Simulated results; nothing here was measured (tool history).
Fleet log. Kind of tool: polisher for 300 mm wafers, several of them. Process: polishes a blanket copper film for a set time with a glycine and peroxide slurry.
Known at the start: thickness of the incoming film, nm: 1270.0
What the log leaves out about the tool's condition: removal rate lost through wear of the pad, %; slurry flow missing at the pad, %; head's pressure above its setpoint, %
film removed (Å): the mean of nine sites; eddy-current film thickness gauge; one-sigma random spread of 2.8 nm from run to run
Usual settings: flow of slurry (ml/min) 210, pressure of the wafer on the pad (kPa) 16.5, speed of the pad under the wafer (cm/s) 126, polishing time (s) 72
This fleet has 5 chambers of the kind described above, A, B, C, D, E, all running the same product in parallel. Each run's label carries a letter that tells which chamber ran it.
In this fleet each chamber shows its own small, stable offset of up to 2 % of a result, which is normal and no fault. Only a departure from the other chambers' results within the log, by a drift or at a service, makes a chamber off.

run   hour  flow of slurry (ml/min)  pressure of the wafer on the pad (kPa)  speed of the pad under the wafer (cm/s)  polishing time (s)  wafers polished on this pad  hours since the slurry nozzle was cleaned  hours since the head pressure was calibrated  film removed (Å)
       6.2  -- chamber E: slurry nozzle cleaned
 1A    9.9                      210                                    16.5                                      126                  72                          972                                      230.5                                         146.4            3716.4
      18.4  -- chamber A: worn pad replaced by a new one
 2B   19.0                      210                                    16.5                                      126                  72                         1151                                      629.7                                         217.7            3747.7
      24.7  -- chamber C: worn pad replaced by a new one
 3D   26.7                      210                                    16.5                                      126                  72                         1021                                      381.1                                         172.8            3720.4
      35.1  -- chamber B: worn pad replaced by a new one
      36.0  -- chamber E: worn pad replaced by a new one
 4C   36.8                      210                                    16.5                                      126                  72                           99                                      242.3                                         222.8            3811.9
 5E   43.6                      210                                    16.5                                      126                  72                           62                                       37.4                                         990.6            3836.2
 6E   50.0                      210                                    16.5                                      126                  72                          114                                       43.8                                         997.0            3816.4
      51.5  -- chamber D: worn pad replaced by a new one
 7B   60.3                      145                                    17.9                                      126                  72                          207                                      671.0                                         259.0            3762.8
 8A   65.5                      145                                    17.9                                      126                  72                          386                                      286.1                                         202.0            3708.6
 9D   72.6                      145                                    17.9                                      126                  72                          173                                      427.0                                         218.7            3684.0
10C   78.5                      145                                    17.9                                      126                  72                          441                                      284.0                                         264.5            3755.4
      84.7  -- chamber C: worn pad replaced by a new one
11C   86.3                      145                                    17.9                                      126                  72                           13                                      291.8                                         272.3            3776.6
12B   92.6                      210                                    16.5                                      126                  72                          471                                      703.3                                         291.3            3772.3
13E   99.1                      210                                    16.5                                      152                  72                          516                                       92.9                                        1046.1            4485.8
14D  109.0                      210                                    16.5                                      152                  72                          471                                      463.4                                         255.1            4214.4
15A  118.6                      210                                    16.5                                      152                  72                          821                                      339.2                                         255.1            4391.4
     120.8  -- chamber A: worn pad replaced by a new one
16B  126.3                      210                                    16.5                                      152                  72                          747                                      737.0                                         325.0            4450.0
17D  134.6                      210                                    16.5                                      152                  72                          681                                      489.0                                         280.7            4215.2
     140.1  -- chamber E: worn pad replaced by a new one
18A  144.4                      210                                    16.5                                      144                  72                          193                                      365.0                                         280.9            4189.7
     148.4  -- chamber C: worn pad replaced by a new one
19E  153.7                      210                                    16.5                                      144                  72                          111                                      147.5                                        1100.7            4318.5
20C  158.7                      210                                    16.5                                      144                  72                           84                                      364.2                                         344.7            4135.3
21C  164.0                      210                                    16.5                                      144                  72                          128                                      369.5                                         350.0            4228.6
22B  169.1                      210                                    16.5                                      144                  72                         1098                                      779.8                                         367.8            4203.8
23E  174.5                      210                                    16.5                                      126                  59                          281                                      168.3                                        1121.5            3100.6
24D  179.9                      210                                    16.5                                      126                  59                         1052                                      534.3                                         326.0            2873.2
25A  184.8                      210                                    16.5                                      126                  59                          524                                      405.4                                         321.3            3059.0
26E  191.8                      210                                    16.5                                      126                  59                          423                                      185.6                                        1138.8            3136.7
27D  196.3                      210                                    16.5                                      126                  59                         1186                                      550.7                                         342.4            2880.9
     199.1  -- chamber B: worn pad replaced by a new one
     199.3  -- chamber A: head pressure recalibrated
     201.8  -- chamber C: worn pad replaced by a new one
28C  205.7                      255                                    16.5                                      126                  72                           32                                      411.2                                         391.7            3851.5
29A  210.8                      255                                    16.5                                      126                  72                          737                                      431.4                                          11.5            3781.1
30B  218.9                      255                                    16.5                                      126                  72                          162                                      829.6                                         417.6            3805.1

All chambers now run identical settings, listed one chamber a line with results as question marks. What results will each chamber show?
31A  226.4                      210                                    18.6                                      126                  72                                                                                                                                       ?
31B  226.4                      210                                    18.6                                      126                  72                                                                                                                                       ?
31C  226.4                      210                                    18.6                                      126                  72                                                                                                                                       ?
31D  226.4                      210                                    18.6                                      126                  72                                                                                                                                       ?
31E  226.4                      210                                    18.6                                      126                  72                                                                                                                                       ?

run  film removed (Å)
31A            4128.7
31B            4131.8
31C            4143.2
31D            3810.4
31E            4270.8

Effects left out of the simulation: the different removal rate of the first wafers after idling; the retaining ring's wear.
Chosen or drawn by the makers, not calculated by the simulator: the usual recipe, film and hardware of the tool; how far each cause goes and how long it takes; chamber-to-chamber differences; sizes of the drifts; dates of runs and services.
